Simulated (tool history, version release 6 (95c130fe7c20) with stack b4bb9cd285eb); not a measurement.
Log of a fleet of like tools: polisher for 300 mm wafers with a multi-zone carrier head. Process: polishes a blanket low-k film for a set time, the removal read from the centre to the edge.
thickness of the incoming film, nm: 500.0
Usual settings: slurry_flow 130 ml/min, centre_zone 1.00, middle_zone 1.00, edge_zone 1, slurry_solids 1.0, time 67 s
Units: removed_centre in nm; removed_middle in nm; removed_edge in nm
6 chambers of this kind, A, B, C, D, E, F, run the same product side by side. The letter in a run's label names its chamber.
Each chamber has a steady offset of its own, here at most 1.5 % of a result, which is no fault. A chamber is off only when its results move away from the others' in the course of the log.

run   hour  slurry_flow  centre_zone  middle_zone  edge_zone  slurry_solids  time  removed_centre  removed_middle  removed_edge
 1E    9.9          130         1.00         1.00          1            1.0    67          32.153          31.998        30.803
      14.5  -- chamber C: edge zone pressure recalibrated
 2F   16.5          130         1.00         1.00          1            1.0    67          31.698          32.001        31.159
      18.0  -- chamber D: worn pad replaced by a new one
 3C   22.7          130         1.00         1.00          1            1.0    67          32.571          32.043        31.863
      24.2  -- chamber A: worn pad replaced by a new one
      29.1  -- chamber A: slurry nozzle cleaned
 4B   33.6          130         1.00         1.00          1            1.0    67          32.287          31.551        31.533
      34.4  -- chamber E: worn pad replaced by a new one
 5D   44.0          130         1.00         1.00          1            1.0    67          31.854          32.193        32.002
      44.1  -- chamber B: worn pad replaced by a new one
 6A   51.8          130         1.00         1.00          1            1.0    67          32.053          31.562        31.558
      59.0  -- chamber C: centre zone pressure recalibrated
 7C   61.0          130         1.00         1.00          1            1.0    67          32.149          32.323        31.402
      61.8  -- chamber B: centre zone pressure recalibrated
 8A   68.0          130         1.00         1.00          1            1.0    67          31.903          32.111        31.743
 9B   78.4          130         1.00         1.00          1            1.0    67          31.713          31.768        31.902
      80.8  -- chamber F: worn pad replaced by a new one
      84.3  -- chamber C: worn pad replaced by a new one
10F   88.7          130         1.00         1.00          1            1.0    67          31.936          32.477        31.979
      88.8  -- chamber C: slurry nozzle cleaned
      95.5  -- chamber A: worn pad replaced by a new one
      97.9  -- chamber E: worn pad replaced by a new one
11E   98.0          130         1.00         1.00          1            1.0    67          31.808          32.161        31.714
12D  106.6          130         1.00         1.00          1            1.0    67          32.332          32.205        32.361
13C  112.0          130         1.00         1.00          1            1.0    67          32.806          31.875        31.583
     116.3  -- chamber B: worn pad replaced by a new one
14A  123.1          130         1.00         1.00          1            1.0    67          31.688          31.612        31.775
15F  134.2          130         1.00         1.00          1            0.9    67          30.611          30.210        29.948
16D  140.7          130         1.00         1.00          1            0.9    67          30.631          30.191        31.075
     140.8  -- chamber D: worn pad replaced by a new one
     144.6  -- chamber A: centre zone pressure recalibrated
17B  147.7          130         1.00         1.00          1            0.9    67          30.592          29.930        30.137
     153.8  -- chamber E: centre zone pressure recalibrated
18E  155.4          130         1.00         1.00          1            0.9    67          30.380          29.999        29.923
     160.2  -- chamber A: worn pad replaced by a new one
     161.0  -- chamber E: worn pad replaced by a new one
19F  161.4          130         1.00         1.00          1            0.9    67          30.553          30.096        29.849
     162.7  -- chamber F: worn pad replaced by a new one
     165.0  -- chamber C: worn pad replaced by a new one
20E  169.1          130         1.00         1.00          1            0.9    67          29.512          30.264        29.594
21D  176.2          130         1.00         1.00          1            1.0    67          31.978          32.751        31.917
22C  187.2          130         1.00         1.00          1            1.0    67          32.440          32.030        32.099
     195.2  -- chamber B: worn pad replaced by a new one
23B  196.8          130         1.09         1.00          1            1.0    67          35.449          32.107        31.726
24A  202.7          130         1.09         1.00          1            1.0    67          34.711          32.095        32.008
25F  212.0          130         1.09         1.00          1            1.0    67          33.913          30.793        31.156
     217.6  -- chamber A: worn pad replaced by a new one
     221.9  -- chamber E: worn pad replaced by a new one
26D  222.4          130         1.09         1.00          1            1.0    67          35.267          32.435        31.325
27B  233.4          130         1.09         1.00          1            1.0    67          34.995          31.780        31.770
     240.6  -- chamber D: worn pad replaced by a new one
28E  244.0          130         1.09         1.00          1            1.0    67          34.320          31.656        31.278
     253.3  -- chamber C: worn pad replaced by a new one
29C  254.3          130         1.09         1.05          1            1.0    67          35.520          33.252        32.206
     259.8  -- chamber F: worn pad replaced by a new one
30A  265.2          130         1.09         1.05          1            1.0    67          35.246          33.803        31.629
31D  274.8          130         1.09         1.05          1            1.0    67          35.639          33.413        31.455
     280.5  -- chamber A: worn pad replaced by a new one
32E  286.3          130         1.09         1.05          1            1.0    67          34.886          33.151        30.705
     290.4  -- chamber B: worn pad replaced by a new one
33C  295.6          130         1.09         1.05          1            1.0    67          36.046          33.300        32.063
34A  304.5          130         1.09         1.05          1            1.0    67          34.928          33.451        30.941
35F  313.2          130         1.00         1.00          1            1.0    67          29.229          29.761        29.828
36B  323.4          130         1.00         1.00          1            1.0    67          32.334          31.540        31.516
37C  333.0          130         1.00         1.00          1            1.0    67          32.544          32.165        31.824

Is one chamber off against the others, does the gauge drift, or is nothing wrong? If a chamber is off, say which, and what the likeliest cause is.

Chamber F drifts away from the others.
Cause: slurry flow missing at the pad, % = 32.1.

Here are 4 candidates for chamber F's next run, each the usual settings with a change, their results left as question marks. Which one brings its results back in line with what the others give on the usual settings?
In line means no further than this from the other chambers' mean on the usual settings: removed_centre 1.200 nm; removed_middle 0.940 nm; removed_edge 1.400 nm
38F-1  341.4          140         1.03         1.01       0.98            1.0    71               ?               ?             ?
38F-2  341.4          120         0.97         0.99       1.02            1.0    63               ?               ?             ?
38F-3  341.4          130         0.99         1.00       1.00            1.0    65               ?               ?             ?
38F-4  341.4          135         1.01         1.01       0.99            1.0    69               ?               ?             ?

The other chambers' mean on the usual settings: removed_centre 32.002 nm; removed_middle 31.872 nm; removed_edge 31.766 nm
  run  removed_centre  removed_middle  removed_edge
38F-1          31.961          31.664        31.697
38F-2          25.066          26.290        27.832
38F-3          27.277          28.094        28.899
38F-4          30.013          30.444        30.746
38F-1 brings the chamber back in line.

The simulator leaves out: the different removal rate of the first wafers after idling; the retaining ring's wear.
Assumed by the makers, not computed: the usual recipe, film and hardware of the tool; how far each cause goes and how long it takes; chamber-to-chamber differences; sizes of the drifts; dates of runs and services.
